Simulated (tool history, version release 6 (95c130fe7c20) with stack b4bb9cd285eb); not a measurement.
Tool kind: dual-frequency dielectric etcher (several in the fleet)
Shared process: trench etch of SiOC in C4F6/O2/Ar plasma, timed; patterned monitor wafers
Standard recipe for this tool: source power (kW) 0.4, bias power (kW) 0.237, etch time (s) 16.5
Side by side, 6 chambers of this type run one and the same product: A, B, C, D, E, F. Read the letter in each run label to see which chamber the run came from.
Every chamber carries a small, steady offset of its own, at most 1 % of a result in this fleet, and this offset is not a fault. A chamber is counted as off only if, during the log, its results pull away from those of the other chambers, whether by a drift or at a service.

run,day,source power (kW),bias power (kW),etch time (s),"read-back reference wafer on the same gauge, depth_nm",mean etch depth across the wafer (Å)
1D,0.329,0.4,0.237,16.5,37.211,369.79
# day 0.362: chamber A: wet clean of the chamber
2C,0.588,0.4,0.237,16.5,37.189,375.8
3A,1.025,0.4,0.237,16.5,37.188,372.44
4E,1.5,0.4,0.237,16.5,37.192,376.1
5B,1.75,0.4,0.237,16.5,37.219,373.09
6F,2.033,0.4,0.237,16.5,37.142,371.5
7B,2.425,0.4,0.237,16.5,37.24,373.31
8D,2.771,0.4,0.237,16.5,37.258,372.1
9E,2.992,0.4,0.237,16.5,37.179,375.19
10A,3.217,0.4,0.264,20.5,37.214,478.42
11C,3.467,0.4,0.264,20.5,37.184,481.67
12F,3.908,0.4,0.264,20.5,37.173,481.24
13E,4.271,0.4,0.264,20.5,37.211,481.62
# day 4.338: chamber A: source power generator calibrated
14D,4.762,0.4,0.264,20.5,37.173,480.58
15A,4.988,0.4,0.264,20.5,37.227,479.23
16C,5.358,0.4,0.237,16.5,37.207,376.25
17B,5.704,0.4,0.237,16.5,37.178,373.61
18F,6.183,0.4,0.237,16.5,37.2,376.99
19C,6.458,0.4,0.237,16.5,37.224,373.08
20E,6.729,0.4,0.237,16.5,37.207,373.93
21D,6.954,0.4,0.271,16.5,37.194,389.27
# day 7.15: chamber C: wet clean of the chamber
22A,7.271,0.4,0.271,16.5,37.225,388
23B,7.617,0.4,0.271,16.5,37.202,384.42
24F,8.058,0.4,0.271,16.5,37.198,390.44
25A,8.533,0.4,0.271,16.5,37.249,388.85
26C,8.954,0.4,0.271,16.5,37.204,391.72
# day 9.221: chamber D: wet clean of the chamber
27F,9.267,0.4,0.237,16.5,37.194,375.13
28D,9.738,0.4,0.237,16.5,37.232,377.05
29E,10.025,0.4,0.274,19.5,37.235,467.37
30B,10.275,0.4,0.274,19.5,37.176,462.34
# day 10.525: chamber B: wet clean of the chamber
31A,10.667,0.4,0.274,19.5,37.183,459.93
32E,11.033,0.4,0.274,19.5,37.25,464
33F,11.508,0.4,0.274,19.5,37.2,467.87
34D,11.888,0.4,0.274,19.5,37.191,465.22
35B,12.167,0.43,0.21,16.5,37.247,365.12
36C,12.629,0.43,0.21,16.5,37.197,373.68
37F,13,0.43,0.21,16.5,37.155,371.47
38C,13.333,0.43,0.21,16.5,37.202,372.28
39E,13.729,0.43,0.21,16.5,37.161,370.84
40D,14.112,0.43,0.21,16.5,37.205,369.13

Each of the 6 chambers runs these same settings next. Fill in every chamber's results:
41A,14.479,0.4,0.237,16.5,,?
41B,14.479,0.4,0.237,16.5,,?
41C,14.479,0.4,0.237,16.5,,?
41D,14.479,0.4,0.237,16.5,,?
41E,14.479,0.4,0.237,16.5,,?
41F,14.479,0.4,0.237,16.5,,?

run,mean etch depth across the wafer (Å)
41A,374.04
41B,371.55
41C,374.45
41D,374.21
41E,372.83
41F,372.29

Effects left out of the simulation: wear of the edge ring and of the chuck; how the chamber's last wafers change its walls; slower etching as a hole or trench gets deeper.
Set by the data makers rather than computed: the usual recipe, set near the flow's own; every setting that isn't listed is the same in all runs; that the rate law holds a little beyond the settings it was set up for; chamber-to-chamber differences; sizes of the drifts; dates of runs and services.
